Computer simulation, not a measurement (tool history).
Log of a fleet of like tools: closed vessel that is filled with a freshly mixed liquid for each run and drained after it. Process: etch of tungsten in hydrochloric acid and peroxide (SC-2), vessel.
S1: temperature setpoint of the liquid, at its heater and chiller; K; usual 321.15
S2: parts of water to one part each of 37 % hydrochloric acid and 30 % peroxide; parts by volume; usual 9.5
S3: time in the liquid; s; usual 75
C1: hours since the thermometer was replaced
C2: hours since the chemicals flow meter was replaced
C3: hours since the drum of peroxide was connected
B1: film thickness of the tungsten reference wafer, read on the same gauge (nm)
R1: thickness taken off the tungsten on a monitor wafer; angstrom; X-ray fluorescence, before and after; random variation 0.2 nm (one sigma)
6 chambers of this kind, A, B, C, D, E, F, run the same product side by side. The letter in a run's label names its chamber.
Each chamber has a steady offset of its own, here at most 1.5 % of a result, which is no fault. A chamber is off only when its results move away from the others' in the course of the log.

run	day	S1	S2	S3	C1	C2	C3	B1	R1
1D	0.304	321.15	9.5	75	2208.2	816.3	116.5	39.994	218.380
# day 0.408: chamber C: thermometer replaced
2A	0.571	321.15	9.5	75	569.8	1158.8	863.0	40.015	216.540
3C	0.767	321.15	9.5	75	8.6	28.9	31.5	40.008	215.330
4E	1.088	321.15	9.5	75	1385.5	571.7	421.4	40.009	216.280
5F	1.304	321.15	9.5	75	547.2	279.1	331.1	40.018	216.850
# day 1.396: chamber D: chemicals flow meter replaced
6B	1.496	321.15	9.5	75	256.8	434.4	201.5	40.003	219.260
7D	1.708	321.15	9.5	75	2241.9	7.5	150.2	40.038	216.680
8F	1.983	321.15	9.5	75	563.5	295.4	347.4	39.964	220.690
9A	2.288	321.15	9.5	75	611.0	1200.0	904.2	40.007	219.670
10C	2.471	321.15	9.5	75	49.5	69.8	72.4	40.007	220.510
11B	2.808	321.15	9.5	75	288.3	465.9	233.0	40.011	216.150
12E	2.996	321.15	9.5	75	1431.3	617.5	467.2	39.978	216.800
13D	3.162	321.15	9.5	75	2276.8	42.4	185.1	39.996	215.900
# day 3.450: chamber A: thermometer replaced
14B	3.483	321.15	9.5	75	304.5	482.1	249.2	40.034	217.020
# day 3.571: chamber E: new drum of peroxide connected
15E	3.729	321.15	9.5	75	1448.9	635.1	3.9	40.041	215.770
# day 3.821: chamber A: new drum of peroxide connected
16F	4.038	312.65	9.5	50	612.8	344.7	396.7	39.993	80.529
17C	4.204	312.65	9.5	50	91.1	111.4	114.0	40.015	80.537
# day 4.312: chamber B: chemicals flow meter replaced
18A	4.429	312.65	9.5	50	23.5	1251.4	14.6	39.993	80.429
19F	4.704	312.65	9.5	50	628.8	360.7	412.7	40.002	79.909
20C	5.000	312.65	9.5	50	110.2	130.5	133.1	39.987	79.901
21B	5.225	312.65	9.5	50	346.3	22.0	291.0	40.018	79.180
22D	5.546	325.15	5.0	75	2334.0	99.6	242.3	39.996	466.910
23E	5.708	325.15	5.0	75	1496.4	682.6	51.4	40.024	468.280
24A	5.892	325.15	5.0	75	58.6	1286.5	49.7	40.010	483.160
25F	6.096	325.15	5.0	75	662.2	394.1	446.1	40.017	451.080
26B	6.275	325.15	5.0	75	371.5	47.2	316.2	40.020	477.500
27C	6.438	325.15	5.0	75	144.7	165.0	167.6	40.002	464.840
28D	6.721	321.15	9.5	75	2362.2	127.8	270.5	39.980	220.950
29A	6.892	321.15	9.5	75	82.6	1310.5	73.7	39.966	219.870
30E	7.058	321.15	9.5	75	1528.8	715.0	83.8	40.035	218.760
31A	7.217	321.15	9.5	75	90.4	1318.3	81.5	40.002	215.870
32F	7.529	321.15	9.5	75	696.6	428.5	480.5	40.000	207.610
33B	7.829	321.15	9.5	75	408.8	84.5	353.5	40.005	216.630
34D	7.988	321.15	9.5	75	2392.6	158.2	300.9	39.962	217.210
# day 8.238: chamber A: chemicals flow meter replaced
# day 8.325: chamber D: new drum of peroxide connected
35C	8.329	321.15	9.5	75	190.1	210.4	213.0	40.009	215.760
36E	8.483	321.15	9.5	75	1563.0	749.2	118.0	40.014	217.710
37C	8.688	321.15	9.5	75	198.7	219.0	221.6	39.991	215.790
38D	8.912	321.15	9.5	75	2414.8	180.4	14.1	39.990	217.810
39E	9.154	321.15	9.5	75	1579.1	765.3	134.1	39.991	218.260
# day 9.312: chamber F: new drum of peroxide connected
40B	9.400	321.15	9.5	75	446.5	122.2	391.2	39.985	218.270
41A	9.692	321.15	9.5	75	149.8	34.9	140.9	40.028	217.400
42F	10.012	321.15	9.5	75	756.2	488.1	16.8	40.000	195.250
43D	10.183	321.15	9.5	75	2445.3	210.9	44.6	40.009	215.710
44B	10.442	321.15	9.5	75	471.5	147.2	416.2	39.996	216.760

What goes on in this fleet: one chamber off, a drifting gauge, or nothing beyond the chambers' own small offsets? Name the chamber and the cause, if any.

Chamber F drifts away from the others.
Cause: chemicals flow below the setpoint (%) = 11.9.
The log may not tell that from: liquid colder than its thermometer reads (K).

Here are 4 candidates for chamber F's next run, each the usual settings with a change, their results left as question marks. Which one brings its results back in line with what the others give on the usual settings?
In line means no further than this from the other chambers' mean on the usual settings: R1 6.900 angstrom
45F-1	10.696	320.65	9.5	70					?
45F-2	10.696	321.15	8.5	85					?
45F-3	10.696	321.15	9.0	80					?
45F-4	10.696	319.65	10.0	70					?

The other chambers' mean on the usual settings: R1 217.910 angstrom
run	R1
45F-1	176.550
45F-2	243.710
45F-3	218.560
45F-4	157.730
45F-3 brings the chamber back in line.
